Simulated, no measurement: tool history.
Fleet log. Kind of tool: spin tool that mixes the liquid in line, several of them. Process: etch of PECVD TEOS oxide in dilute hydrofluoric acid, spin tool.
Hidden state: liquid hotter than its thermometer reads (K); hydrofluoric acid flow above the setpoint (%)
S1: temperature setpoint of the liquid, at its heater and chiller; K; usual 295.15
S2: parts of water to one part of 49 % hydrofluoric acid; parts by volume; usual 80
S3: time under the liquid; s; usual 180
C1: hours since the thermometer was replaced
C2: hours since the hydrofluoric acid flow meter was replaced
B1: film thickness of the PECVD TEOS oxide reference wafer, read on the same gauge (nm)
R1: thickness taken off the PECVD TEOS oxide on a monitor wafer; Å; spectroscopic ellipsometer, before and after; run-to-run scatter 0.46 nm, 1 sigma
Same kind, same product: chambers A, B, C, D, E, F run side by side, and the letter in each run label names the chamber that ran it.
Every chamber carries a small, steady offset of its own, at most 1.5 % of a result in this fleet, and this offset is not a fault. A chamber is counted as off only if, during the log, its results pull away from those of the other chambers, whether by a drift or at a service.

run   hour      S1   S2   S3      C1     C2      B1       R1
 1B    3.3  295.15   80  180   530.1   25.1  49.994   486.09
 2A    7.0  295.15   80  180   880.1  140.3  49.994   494.30
 3F   10.4  295.15   80  180   963.6  502.6  49.990   491.47
 4C   14.6  295.15   80  180   755.2   94.1  50.020   489.04
 5D   19.1  295.15   80  180  1274.3  348.7  49.966   491.13
 6E   23.4  295.15   80  180  2093.8  190.8  49.997   499.16
 7C   27.3  295.15   80  180   767.9  106.8  49.938   488.71
 8A   32.5  295.15   80  180   905.6  165.8  50.004   492.47
 9F   35.8  295.15   80  180   989.0  528.0  49.964   496.85
10E   41.4  295.15   80  180  2111.8  208.8  49.962   493.19
11B   45.6  295.15   80  180   572.4   67.4  50.035   490.30
12D   49.5  295.15   80  180  1304.7  379.1  50.021   502.19
13D   55.3  295.15   80  180  1310.5  384.9  50.019   487.77
14B   61.4  295.15   80  180   588.2   83.2  49.974   484.99
15A   64.2  295.15   80  180   937.3  197.5  50.002   485.28
16E   69.1  295.15   80  180  2139.5  236.5  50.005   490.76
17C   72.4  295.15   80  180   813.0  151.9  49.987   493.58
18F   75.8  295.15   80  180  1029.0  568.0  49.972   519.65
19B   81.7  291.65   80  180   608.5  103.5  50.015   415.38
20E   86.1  291.65   80  180  2156.5  253.5  50.008   428.22
21F   91.6  291.65   80  180  1044.8  583.8  49.992   443.98
22A   95.8  291.65   80  180   968.9  229.1  50.061   423.98
23C  101.2  291.65   80  180   841.8  180.7  49.994   420.36
24D  105.9  291.65   80  180  1361.1  435.5  49.999   424.93
25D  110.0  295.15  120  180  1365.2  439.6  49.991   318.04
26F  113.4  295.15  120  180  1066.6  605.6  49.948   334.49
27E  116.5  295.15  120  180  2186.9  283.9  49.981   309.84
28B  120.7  295.15  120  180   647.5  142.5  49.996   313.80
29C  125.0  295.15  120  180   865.6  204.5  50.054   308.11
30A  128.3  295.15  120  180  1001.4  261.6  49.979   314.07
31D  132.4  295.15   80  180  1387.6  462.0  50.007   490.88
32F  138.4  298.65   45  180  1091.6  630.6  49.966  1137.20
33A  143.6  298.65   45  180  1016.7  276.9  50.005  1068.00
34B  147.4  298.65   45  180   674.2  169.2  50.039  1035.90
35E  152.2  298.65   45  180  2222.6  319.6  49.969  1071.20
36C  158.2  298.65   45  180   898.8  237.7  50.007  1043.70

The same settings go to every chamber for the next run, one line per chamber below. Forecast the results for each:
37A  162.7  295.15  80  250               ?
37B  162.7  295.15  80  250               ?
37C  162.7  295.15  80  250               ?
37D  162.7  295.15  80  250               ?
37E  162.7  295.15  80  250               ?
37F  162.7  295.15  80  250               ?

run      R1
37A  675.99
37B  684.22
37C  676.14
37D  684.68
37E  692.52
37F  764.82

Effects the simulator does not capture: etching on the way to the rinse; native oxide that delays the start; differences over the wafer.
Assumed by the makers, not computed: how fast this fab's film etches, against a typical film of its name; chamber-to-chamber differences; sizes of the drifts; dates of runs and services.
